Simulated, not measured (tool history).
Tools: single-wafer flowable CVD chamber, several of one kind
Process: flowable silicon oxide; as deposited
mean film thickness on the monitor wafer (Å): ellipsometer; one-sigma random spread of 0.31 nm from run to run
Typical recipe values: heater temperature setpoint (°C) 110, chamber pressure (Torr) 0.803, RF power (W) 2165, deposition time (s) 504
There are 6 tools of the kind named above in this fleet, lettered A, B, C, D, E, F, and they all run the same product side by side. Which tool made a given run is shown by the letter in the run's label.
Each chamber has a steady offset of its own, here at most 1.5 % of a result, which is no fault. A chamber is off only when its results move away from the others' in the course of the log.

run   hour  heater temperature setpoint (°C)  chamber pressure (Torr)  RF power (W)  deposition time (s)  read-back reference wafer on the same gauge, thickness_nm  mean film thickness on the monitor wafer (Å)
 1C    3.7                               110                    0.803          2165                  504                                                     208.06                                        2253.7
 2E    7.2                               110                    0.803          2165                  504                                                     208.15                                        2268.8
 3F   10.9                               110                    0.803          2165                  504                                                     208.11                                        2245.7
      11.7  -- chamber A: RF generator calibrated
 4B   15.6                               110                    0.803          2165                  504                                                     208.16                                        2273.1
 5D   17.9                               110                    0.803          2165                  504                                                     208.13                                          2255
 6A   20.6                               121                    0.803          2165                  504                                                     208.11                                        1589.9
 7B   24.3                               121                    0.803          2165                  504                                                     208.18                                        1622.6
 8F     28                               121                    0.803          2165                  504                                                     208.29                                        1611.4
 9E   32.1                               121                    0.803          2165                  504                                                     208.34                                        1628.9
10A   37.4                               121                    0.803          2165                  504                                                     208.43                                        1591.1
11D   41.4                               121                    0.803          2165                  504                                                     208.38                                        1619.6
12C   46.6                               110                    0.803          2165                  504                                                     208.37                                        2250.9
13E   50.8                               110                    0.803          2165                  504                                                     208.46                                        2270.2
14D   55.9                               110                    0.803          2165                  504                                                     208.46                                          2259
15A   58.7                               110                    0.803          2165                  504                                                     208.52                                          2237
16F     61                               110                    0.803          2165                  504                                                     208.53                                        2252.1
17C   65.4                                98                    0.712          2165                  504                                                     208.63                                        2858.2
18B   69.5                                98                    0.712          2165                  504                                                     208.56                                        2886.4
      71.1  -- chamber E: capacitance manometer re-zeroed and calibrated
19B     73                                98                    0.712          2165                  504                                                     208.55                                        2898.1
20F   77.5                                98                    0.712          2165                  504                                                     208.68                                        2844.6
21A   81.4                                98                    0.712          2165                  504                                                     208.68                                        2849.6
22C   84.2                                98                    0.712          2165                  504                                                     208.71                                        2862.8
23E   88.4                               110                    0.803          2165                  504                                                     208.75                                          2278
24D   93.1                               110                    0.803          2165                  504                                                     208.76                                          2264
25A   95.8                               110                    0.803          2165                  504                                                     208.74                                        2239.5
26B  100.8                               110                    0.803          2165                  504                                                     208.84                                        2277.1
27D  105.3                               110                    0.803          2165                  504                                                     208.84                                        2262.2
28F  109.3                               110                    0.803          2165                  504                                                     208.98                                        2253.7
29E    114                               110                    0.803          2165                  504                                                     208.94                                        2280.7
30C  117.3                               110                    0.803          2165                  504                                                     209.01                                        2261.2
31F  122.1                               110                    0.803          2165                  504                                                        209                                        2261.6
32C  126.4                               110                    0.803          2165                  504                                                     209.04                                        2260.4
33D  130.1                               110                    0.803          2165                  504                                                     209.02                                        2262.4
34B  132.7                               110                    0.803          2165                  504                                                     209.08                                        2283.9
35A    136                               110                    0.803          2165                  504                                                     209.16                                        2239.5
36E    139                               110                    0.803          2165                  504                                                     209.13                                        2279.6
37B  141.5                               110                    0.803          2165                  504                                                     209.19                                        2282.2

Is one chamber out of step, is the gauge drifting, or do the chambers differ by no more than their own small offsets? For an off chamber, give its letter and the likeliest cause.

Gauge drift. The chambers move together only on paper, and none stands off.
Cause: gauge reads high (%) = 0.571.

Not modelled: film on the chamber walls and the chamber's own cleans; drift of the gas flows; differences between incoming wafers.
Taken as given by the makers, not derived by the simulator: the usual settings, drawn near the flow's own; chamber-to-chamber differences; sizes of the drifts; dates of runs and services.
